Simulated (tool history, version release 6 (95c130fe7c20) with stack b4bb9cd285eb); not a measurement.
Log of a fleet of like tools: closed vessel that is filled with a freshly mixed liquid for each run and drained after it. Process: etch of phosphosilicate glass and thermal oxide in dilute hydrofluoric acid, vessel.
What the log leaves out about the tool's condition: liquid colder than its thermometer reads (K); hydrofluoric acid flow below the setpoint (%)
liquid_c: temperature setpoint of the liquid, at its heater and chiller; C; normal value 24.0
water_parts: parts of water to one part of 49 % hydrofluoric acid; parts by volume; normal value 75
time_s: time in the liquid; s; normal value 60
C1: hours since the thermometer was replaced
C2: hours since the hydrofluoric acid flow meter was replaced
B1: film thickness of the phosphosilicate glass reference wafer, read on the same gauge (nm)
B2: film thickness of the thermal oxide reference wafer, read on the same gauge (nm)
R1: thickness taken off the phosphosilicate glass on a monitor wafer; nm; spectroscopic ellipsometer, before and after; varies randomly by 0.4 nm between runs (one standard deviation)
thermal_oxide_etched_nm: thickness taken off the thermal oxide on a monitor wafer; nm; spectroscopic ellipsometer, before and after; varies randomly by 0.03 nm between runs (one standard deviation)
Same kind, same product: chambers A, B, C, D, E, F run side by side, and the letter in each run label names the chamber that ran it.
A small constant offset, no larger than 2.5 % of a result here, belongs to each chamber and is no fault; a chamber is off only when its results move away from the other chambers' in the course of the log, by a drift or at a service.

{"run": "1E", "hour": 12.7, "liquid_c": 24.0, "water_parts": 75, "time_s": 60, "C1": 1313.6, "C2": 371.9, "B1": 99.983, "B2": 30.017, "R1": 80.132, "thermal_oxide_etched_nm": 3.8637}
{"run": "2A", "hour": 24.9, "liquid_c": 24.0, "water_parts": 75, "time_s": 60, "C1": 306.3, "C2": 50.8, "B1": 100.0, "B2": 29.986, "R1": 78.94, "thermal_oxide_etched_nm": 3.7808}
{"run": "3B", "hour": 32.7, "liquid_c": 24.0, "water_parts": 75, "time_s": 60, "C1": 877.4, "C2": 1523.2, "B1": 100.01, "B2": 30.029, "R1": 78.854, "thermal_oxide_etched_nm": 3.9331}
{"run": "4F", "hour": 41.4, "liquid_c": 24.0, "water_parts": 75, "time_s": 60, "C1": 2696.8, "C2": 1461.6, "B1": 100.01, "B2": 29.979, "R1": 80.085, "thermal_oxide_etched_nm": 3.844}
{"run": "5C", "hour": 54.7, "liquid_c": 24.0, "water_parts": 75, "time_s": 90, "C1": 1092.2, "C2": 471.4, "B1": 99.996, "B2": 30.056, "R1": 118.92, "thermal_oxide_etched_nm": 5.7819}
{"run": "6D", "hour": 64.4, "liquid_c": 24.0, "water_parts": 75, "time_s": 90, "C1": 1410.9, "C2": 1141.3, "B1": 99.961, "B2": 30.024, "R1": 119.95, "thermal_oxide_etched_nm": 5.7445}
{"run": "7B", "hour": 75.6, "liquid_c": 24.0, "water_parts": 75, "time_s": 90, "C1": 920.3, "C2": 1566.1, "B1": 99.981, "B2": 29.991, "R1": 118.25, "thermal_oxide_etched_nm": 5.9345}
{"run": "8E", "hour": 90.1, "liquid_c": 24.0, "water_parts": 75, "time_s": 90, "C1": 1391.0, "C2": 449.3, "B1": 99.978, "B2": 29.972, "R1": 119.84, "thermal_oxide_etched_nm": 5.8548}
{"run": "9F", "hour": 98.7, "liquid_c": 24.0, "water_parts": 75, "time_s": 90, "C1": 2754.1, "C2": 1518.9, "B1": 100.03, "B2": 30.035, "R1": 121.43, "thermal_oxide_etched_nm": 5.6965}
{"run": "10D", "hour": 110.5, "liquid_c": 24.0, "water_parts": 75, "time_s": 90, "C1": 1457.0, "C2": 1187.4, "B1": 99.986, "B2": 30.03, "R1": 118.92, "thermal_oxide_etched_nm": 5.7789}
{"run": "11C", "hour": 118.4, "liquid_c": 27.0, "water_parts": 75, "time_s": 60, "C1": 1155.9, "C2": 535.1, "B1": 100.01, "B2": 29.983, "R1": 90.178, "thermal_oxide_etched_nm": 4.3871}
{"hour": 122.5, "done": "chamber B: thermometer replaced"}
{"run": "12A", "hour": 126.0, "liquid_c": 27.0, "water_parts": 75, "time_s": 60, "C1": 407.4, "C2": 151.9, "B1": 100.0, "B2": 29.993, "R1": 88.942, "thermal_oxide_etched_nm": 4.3259}
{"run": "13D", "hour": 135.5, "liquid_c": 27.0, "water_parts": 75, "time_s": 60, "C1": 1482.0, "C2": 1212.4, "B1": 100.02, "B2": 30.035, "R1": 89.481, "thermal_oxide_etched_nm": 4.2794}
{"run": "14B", "hour": 141.9, "liquid_c": 27.0, "water_parts": 75, "time_s": 60, "C1": 19.4, "C2": 1632.4, "B1": 99.995, "B2": 29.954, "R1": 88.295, "thermal_oxide_etched_nm": 4.3905}
{"run": "15E", "hour": 150.7, "liquid_c": 27.0, "water_parts": 75, "time_s": 60, "C1": 1451.6, "C2": 509.9, "B1": 100.0, "B2": 29.952, "R1": 90.154, "thermal_oxide_etched_nm": 4.3174}
{"run": "16F", "hour": 157.2, "liquid_c": 27.0, "water_parts": 75, "time_s": 60, "C1": 2812.6, "C2": 1577.4, "B1": 100.0, "B2": 30.071, "R1": 90.659, "thermal_oxide_etched_nm": 4.2437}
{"run": "17C", "hour": 171.8, "liquid_c": 24.0, "water_parts": 75, "time_s": 60, "C1": 1209.3, "C2": 588.5, "B1": 99.975, "B2": 29.946, "R1": 79.333, "thermal_oxide_etched_nm": 3.885}
{"run": "18A", "hour": 186.1, "liquid_c": 24.0, "water_parts": 75, "time_s": 60, "C1": 467.5, "C2": 212.0, "B1": 99.99, "B2": 30.018, "R1": 79.253, "thermal_oxide_etched_nm": 3.8674}
{"run": "19F", "hour": 199.9, "liquid_c": 26.5, "water_parts": 40, "time_s": 60, "C1": 2855.3, "C2": 1620.1, "B1": 100.02, "B2": 30.018, "R1": 175.47, "thermal_oxide_etched_nm": 8.2422}
{"run": "20B", "hour": 213.0, "liquid_c": 26.5, "water_parts": 40, "time_s": 60, "C1": 90.5, "C2": 1703.5, "B1": 99.99, "B2": 29.985, "R1": 172.67, "thermal_oxide_etched_nm": 8.5592}
{"run": "21C", "hour": 223.1, "liquid_c": 26.5, "water_parts": 40, "time_s": 60, "C1": 1260.6, "C2": 639.8, "B1": 100.0, "B2": 30.016, "R1": 173.48, "thermal_oxide_etched_nm": 8.3722}
{"run": "22E", "hour": 232.3, "liquid_c": 26.5, "water_parts": 40, "time_s": 60, "C1": 1533.2, "C2": 591.5, "B1": 100.0, "B2": 30.023, "R1": 174.76, "thermal_oxide_etched_nm": 8.4518}
{"run": "23A", "hour": 245.8, "liquid_c": 26.5, "water_parts": 40, "time_s": 60, "C1": 527.2, "C2": 271.7, "B1": 100.0, "B2": 29.943, "R1": 169.79, "thermal_oxide_etched_nm": 8.2596}
{"run": "24D", "hour": 259.7, "liquid_c": 26.5, "water_parts": 40, "time_s": 60, "C1": 1606.2, "C2": 1336.6, "B1": 100.01, "B2": 30.017, "R1": 171.27, "thermal_oxide_etched_nm": 8.2766}
{"run": "25A", "hour": 272.6, "liquid_c": 24.0, "water_parts": 75, "time_s": 60, "C1": 554.0, "C2": 298.5, "B1": 100.01, "B2": 30.032, "R1": 78.766, "thermal_oxide_etched_nm": 3.8475}
{"run": "26C", "hour": 283.7, "liquid_c": 24.0, "water_parts": 75, "time_s": 60, "C1": 1321.2, "C2": 700.4, "B1": 100.04, "B2": 30.014, "R1": 79.213, "thermal_oxide_etched_nm": 3.7915}
{"run": "27D", "hour": 290.2, "liquid_c": 24.0, "water_parts": 75, "time_s": 60, "C1": 1636.7, "C2": 1367.1, "B1": 100.07, "B2": 29.962, "R1": 79.441, "thermal_oxide_etched_nm": 3.8259}
{"run": "28E", "hour": 299.8, "liquid_c": 24.0, "water_parts": 75, "time_s": 60, "C1": 1600.7, "C2": 659.0, "B1": 99.941, "B2": 30.016, "R1": 80.251, "thermal_oxide_etched_nm": 3.8623}
{"run": "29B", "hour": 309.9, "liquid_c": 24.0, "water_parts": 75, "time_s": 60, "C1": 187.4, "C2": 1800.4, "B1": 99.984, "B2": 30.031, "R1": 79.46, "thermal_oxide_etched_nm": 3.8515}
{"hour": 315.3, "done": "chamber F: thermometer replaced"}
{"run": "30F", "hour": 322.8, "liquid_c": 24.0, "water_parts": 75, "time_s": 60, "C1": 7.5, "C2": 1743.0, "B1": 99.96, "B2": 30.003, "R1": 80.073, "thermal_oxide_etched_nm": 3.7999}
{"run": "31C", "hour": 331.8, "liquid_c": 24.0, "water_parts": 75, "time_s": 60, "C1": 1369.3, "C2": 748.5, "B1": 99.969, "B2": 30.002, "R1": 79.337, "thermal_oxide_etched_nm": 3.8992}
{"run": "32D", "hour": 339.1, "liquid_c": 24.0, "water_parts": 75, "time_s": 60, "C1": 1685.6, "C2": 1416.0, "B1": 100.05, "B2": 29.989, "R1": 79.553, "thermal_oxide_etched_nm": 3.8286}
{"run": "33A", "hour": 347.6, "liquid_c": 24.0, "water_parts": 75, "time_s": 60, "C1": 629.0, "C2": 373.5, "B1": 100.04, "B2": 30.018, "R1": 79.435, "thermal_oxide_etched_nm": 3.8138}
{"run": "34B", "hour": 359.5, "liquid_c": 26.5, "water_parts": 50, "time_s": 60, "C1": 237.0, "C2": 1850.0, "B1": 100.05, "B2": 30.03, "R1": 136.96, "thermal_oxide_etched_nm": 6.7076}
{"run": "35F", "hour": 367.2, "liquid_c": 26.5, "water_parts": 50, "time_s": 60, "C1": 51.9, "C2": 1787.4, "B1": 99.987, "B2": 29.993, "R1": 137.08, "thermal_oxide_etched_nm": 6.5097}
{"run": "36E", "hour": 378.2, "liquid_c": 26.5, "water_parts": 50, "time_s": 60, "C1": 1679.1, "C2": 737.4, "B1": 99.998, "B2": 30.012, "R1": 137.73, "thermal_oxide_etched_nm": 6.5616}
{"run": "37C", "hour": 388.8, "liquid_c": 26.5, "water_parts": 50, "time_s": 60, "C1": 1426.3, "C2": 805.5, "B1": 99.96, "B2": 30.02, "R1": 136.91, "thermal_oxide_etched_nm": 6.6185}

All chambers now run identical settings, listed one chamber a line with results as question marks. What results will each chamber show?
{"run": "38A", "hour": 399.3, "liquid_c": 24.0, "water_parts": 75, "time_s": 60, "R1": "?", "thermal_oxide_etched_nm": "?"}
{"run": "38B", "hour": 399.3, "liquid_c": 24.0, "water_parts": 75, "time_s": 60, "R1": "?", "thermal_oxide_etched_nm": "?"}
{"run": "38C", "hour": 399.3, "liquid_c": 24.0, "water_parts": 75, "time_s": 60, "R1": "?", "thermal_oxide_etched_nm": "?"}
{"run": "38D", "hour": 399.3, "liquid_c": 24.0, "water_parts": 75, "time_s": 60, "R1": "?", "thermal_oxide_etched_nm": "?"}
{"run": "38E", "hour": 399.3, "liquid_c": 24.0, "water_parts": 75, "time_s": 60, "R1": "?", "thermal_oxide_etched_nm": "?"}
{"run": "38F", "hour": 399.3, "liquid_c": 24.0, "water_parts": 75, "time_s": 60, "R1": "?", "thermal_oxide_etched_nm": "?"}

run=38A R1=79.273 thermal_oxide_etched_nm=3.8581
run=38B R1=79.254 thermal_oxide_etched_nm=3.9375
run=38C R1=80.025 thermal_oxide_etched_nm=3.8129
run=38D R1=79.109 thermal_oxide_etched_nm=3.8481
run=38E R1=80.632 thermal_oxide_etched_nm=3.8697
run=38F R1=80.648 thermal_oxide_etched_nm=3.8540
